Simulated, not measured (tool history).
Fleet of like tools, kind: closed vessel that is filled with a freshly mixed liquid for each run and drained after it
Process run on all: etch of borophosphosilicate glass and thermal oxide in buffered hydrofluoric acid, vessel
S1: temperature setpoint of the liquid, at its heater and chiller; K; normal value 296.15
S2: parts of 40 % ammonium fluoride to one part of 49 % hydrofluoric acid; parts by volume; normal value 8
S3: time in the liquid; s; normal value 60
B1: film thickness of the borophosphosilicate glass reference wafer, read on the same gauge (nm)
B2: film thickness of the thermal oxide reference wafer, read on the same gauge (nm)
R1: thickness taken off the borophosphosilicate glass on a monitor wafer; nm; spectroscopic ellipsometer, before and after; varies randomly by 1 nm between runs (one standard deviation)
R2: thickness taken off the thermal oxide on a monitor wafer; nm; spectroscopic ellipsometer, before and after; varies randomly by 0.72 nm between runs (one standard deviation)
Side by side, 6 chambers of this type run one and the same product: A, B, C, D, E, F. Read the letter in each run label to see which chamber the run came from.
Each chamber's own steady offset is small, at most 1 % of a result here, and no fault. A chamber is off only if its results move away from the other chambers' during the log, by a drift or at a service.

run,hour,S1,S2,S3,B1,B2,R1,R2
1A,2.8,296.15,8,60,80.016,79.973,147.38,76.127
# hour 4.4: chamber F: hydrofluoric acid flow meter replaced
2B,6.0,296.15,8,60,80.026,79.989,147.96,78.165
3E,7.9,296.15,8,60,80.025,80.003,145.45,76.815
4C,10.4,296.15,8,60,79.956,80.005,148.44,75.429
5F,12.3,296.15,8,60,79.999,80.022,150.48,78.123
6D,14.3,296.15,8,60,80.005,80.005,150.51,78.343
7F,16.6,296.15,8,60,79.988,80.004,148.17,76.780
8A,18.8,296.15,8,60,79.970,79.989,149.11,77.944
9B,22.2,296.15,8,60,80.006,80.000,145.90,78.553
10D,25.2,296.15,8,60,79.983,79.977,147.81,78.526
11C,27.8,296.15,8,60,80.006,79.964,147.90,77.298
12E,31.1,296.15,8,60,80.006,79.977,146.65,76.767
13D,33.3,296.15,8,60,80.011,79.999,147.92,77.627
14E,36.3,296.15,8,60,80.040,80.009,146.63,76.550
15C,39.8,296.15,8,60,79.988,79.994,149.76,76.339
16B,43.7,296.15,8,60,80.018,79.997,145.92,77.402
17A,46.8,296.15,8,60,80.021,79.988,147.56,78.123
18F,49.0,296.15,8,60,80.007,80.012,150.45,76.992
19F,51.9,296.15,8,60,80.003,80.016,147.85,78.267
# hour 53.6: chamber A: hydrofluoric acid flow meter replaced
20E,55.2,296.15,8,60,80.000,80.030,147.31,78.106
21B,58.4,291.65,8,60,79.995,79.984,115.45,60.463
22C,62.3,291.65,8,60,80.013,79.999,116.04,60.256
23A,66.4,291.65,8,60,80.014,80.009,116.33,60.108
24D,70.4,291.65,8,60,79.980,80.012,116.11,59.933
25B,72.4,291.65,8,60,79.988,80.023,114.46,60.850
26F,74.6,291.65,8,60,80.016,80.019,115.03,58.359
27D,78.6,296.15,8,60,80.010,79.982,149.03,78.705
28E,80.7,301.15,8,60,79.988,80.010,190.62,101.380
29A,83.3,301.15,8,60,79.989,80.009,194.69,102.520
30C,85.6,301.15,8,60,80.033,79.982,193.42,101.420
31B,88.2,301.15,8,60,80.001,80.026,190.28,101.910
32C,92.2,301.15,8,60,79.972,79.982,195.77,101.300
33D,94.3,301.15,8,60,79.994,80.029,196.77,101.170
34A,97.7,296.15,8,60,79.986,79.980,148.16,77.183
35E,101.3,296.15,8,60,80.003,80.009,147.72,76.403
36F,103.8,296.15,8,60,79.997,79.984,147.70,76.213
37F,106.6,296.15,8,60,80.015,80.012,146.68,77.187
38A,110.4,296.15,8,60,79.996,80.002,146.87,78.142
39E,113.6,296.15,8,60,80.007,79.993,146.58,76.156
40D,117.4,296.15,8,60,80.030,80.000,149.69,77.575
41C,120.6,296.15,8,60,80.014,79.971,148.66,77.284
42B,124.4,296.15,8,60,80.001,80.003,146.13,76.770
43D,127.5,296.15,8,60,80.017,79.995,147.72,78.269
44B,130.3,296.15,8,60,79.995,79.998,147.35,76.960

What goes on in this fleet: one chamber off, a drifting gauge, or nothing beyond the chambers' own small offsets? Name the chamber and the cause, if any.

The fleet is healthy, with each chamber sitting at its usual small offset and no drift in the gauge.
